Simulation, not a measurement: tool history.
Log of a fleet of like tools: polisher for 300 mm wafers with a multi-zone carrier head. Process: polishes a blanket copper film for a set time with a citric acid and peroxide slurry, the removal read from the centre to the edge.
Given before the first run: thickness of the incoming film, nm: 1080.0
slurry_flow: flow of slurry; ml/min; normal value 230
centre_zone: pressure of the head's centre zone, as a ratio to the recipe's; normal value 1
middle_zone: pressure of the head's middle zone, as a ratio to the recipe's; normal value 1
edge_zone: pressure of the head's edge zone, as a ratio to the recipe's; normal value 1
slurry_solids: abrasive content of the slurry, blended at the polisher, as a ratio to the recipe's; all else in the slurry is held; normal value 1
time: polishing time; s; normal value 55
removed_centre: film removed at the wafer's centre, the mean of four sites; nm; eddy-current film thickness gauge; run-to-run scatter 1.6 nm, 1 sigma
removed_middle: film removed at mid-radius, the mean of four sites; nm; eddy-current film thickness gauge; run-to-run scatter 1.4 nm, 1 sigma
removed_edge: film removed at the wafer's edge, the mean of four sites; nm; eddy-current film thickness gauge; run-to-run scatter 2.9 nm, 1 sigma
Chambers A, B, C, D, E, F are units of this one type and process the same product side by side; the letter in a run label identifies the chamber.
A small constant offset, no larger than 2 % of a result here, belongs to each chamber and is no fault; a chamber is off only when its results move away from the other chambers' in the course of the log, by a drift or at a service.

run	hour	slurry_flow	centre_zone	middle_zone	edge_zone	slurry_solids	time	removed_centre	removed_middle	removed_edge
1B	9.3	230	1	1	1	1	55	216.09	213.87	209.7
# hour 15.5: chamber D: centre zone pressure recalibrated
2D	17	230	1	1	1	1	55	214.44	215.7	217.08
3C	27.4	230	1	1	1	1	55	211.48	213.05	220.51
4E	34.8	230	1	1	1	1	55	217.48	215.99	212.52
5A	41.7	230	1	1	1	1	55	212.69	215.65	213.56
# hour 44.8: chamber C: centre zone pressure recalibrated
# hour 45.9: chamber D: slurry nozzle cleaned
6F	48	230	1	1	1	1	55	214.48	210.55	216.74
7A	55.8	230	1	1	1	1	55	210.42	214.97	212.56
8F	62.5	230	1	1	1	1	61	239.64	237.03	232.33
# hour 71.1: chamber B: worn pad replaced by a new one
9C	71.4	230	1	1	1	1	61	234.58	237.14	241.18
# hour 76.4: chamber E: slurry nozzle cleaned
10D	77.2	230	1	1	1	1	61	238.31	238.44	241.53
# hour 77.4: chamber E: worn pad replaced by a new one
11E	88.8	230	1	1	1	1	61	237.39	241.78	234.59
# hour 98.3: chamber C: worn pad replaced by a new one
# hour 99: chamber A: edge zone pressure recalibrated
12B	99.1	230	1	1	1	1	61	239.55	235.84	238.14
13D	108.9	230	1	1	1	1	61	239.52	237.98	232.68
# hour 111.8: chamber F: centre zone pressure recalibrated
# hour 112.2: chamber D: worn pad replaced by a new one
# hour 112.7: chamber A: slurry nozzle cleaned
# hour 113.9: chamber F: edge zone pressure recalibrated
# hour 114.4: chamber C: slurry nozzle cleaned
14C	115.3	230	1	1	1	1	55	216.39	213.73	222.8
# hour 120.5: chamber F: worn pad replaced by a new one
15E	121.4	230	1	1	1	1	55	214.24	212.06	213.09
# hour 123.7: chamber E: centre zone pressure recalibrated
16A	131.4	230	1	1	1	1	55	209.41	211.82	213.27
17B	138.1	230	1	1	1	1	55	218.3	215.75	216.71
18F	147.1	265	1	0.96	1	1	55	237.99	208.73	215.3
# hour 158.8: chamber F: slurry nozzle cleaned
19C	159.1	265	1	0.96	1	1	55	213.65	210.58	218.96
20E	166.9	265	1	0.96	1	1	55	217.89	211.16	210.07
21B	176.8	265	1	0.96	1	1	55	219.68	208.84	218.83
22D	182.9	265	1	0.96	1	1	55	216.44	210.32	219.11
# hour 189.9: chamber B: centre zone pressure recalibrated
23A	190.3	265	1	0.96	1	1	55	218.39	208.45	214.91
# hour 193.9: chamber A: worn pad replaced by a new one
24F	198.8	180	1	1	0.93	1	55	225.71	206.53	205.09
25C	209.6	180	1	1	0.93	1	55	206.02	205.66	201.89
# hour 218.5: chamber E: worn pad replaced by a new one
26E	221	180	1	1	0.93	1	55	206.7	206.36	201.64
# hour 225.7: chamber D: worn pad replaced by a new one
27F	229.2	180	1	1	0.93	1	55	225.31	206.07	202.06
# hour 237.4: chamber E: edge zone pressure recalibrated
28B	238	180	1	1	0.93	1	55	205.4	208.73	204.95
# hour 244.5: chamber D: slurry nozzle cleaned
29A	246.3	180	1	1	0.93	1	55	203.47	208.75	202.23
# hour 247.7: chamber B: worn pad replaced by a new one
30D	256.7	230	1	1	1	1	55	216.66	217.72	222.36
# hour 262.5: chamber C: worn pad replaced by a new one
31D	262.7	230	1	1	1	1	55	215.92	214.05	215.87
32A	274.2	230	1	0.92	1	1.25	55	220.68	207.84	223.44
33F	286.4	230	1	0.92	1	1.25	55	242.73	207.46	226.04
34B	292	230	1	0.92	1	1.25	55	225.73	210.09	230.18
35E	304.3	230	1	0.92	1	1.25	55	225.63	210.7	222.61
36C	314.3	230	1	0.92	1	1.25	55	224.78	209.71	230.73

Is one chamber off against the others, does the gauge drift, or is nothing wrong? If a chamber is off, say which, and what the likeliest cause is.

A service on chamber F put it out of line with the rest.
Cause: centre zone's pressure above its setpoint, % = 7.69.

Here are 4 candidates for chamber F's next run, each the usual settings with a change, their results left as question marks. Which one brings its results back in line with what the others give on the usual settings?
In line means no further than this from the other chambers' mean on the usual settings: removed_centre 5.6 nm; removed_middle 5 nm; removed_edge 10 nm
37F-1	323.3	225	0.92	1.02	1.03	1	55	?	?	?
37F-2	323.3	235	1.08	0.98	0.97	1	55	?	?	?
37F-3	323.3	240	1.14	0.97	0.95	1	56	?	?	?
37F-4	323.3	220	0.87	1.03	1.05	1	55	?	?	?

On the usual settings, the other chambers give on average: removed_centre 214.06 nm; removed_middle 214.84 nm; removed_edge 215.09 nm
run	removed_centre	removed_middle	removed_edge
37F-1	213.1	216.59	216.58
37F-2	255.29	209.73	210.85
37F-3	276.34	212.01	212.83
37F-4	199.74	217.97	218.31
With 37F-1, the chamber falls back in line with the rest.

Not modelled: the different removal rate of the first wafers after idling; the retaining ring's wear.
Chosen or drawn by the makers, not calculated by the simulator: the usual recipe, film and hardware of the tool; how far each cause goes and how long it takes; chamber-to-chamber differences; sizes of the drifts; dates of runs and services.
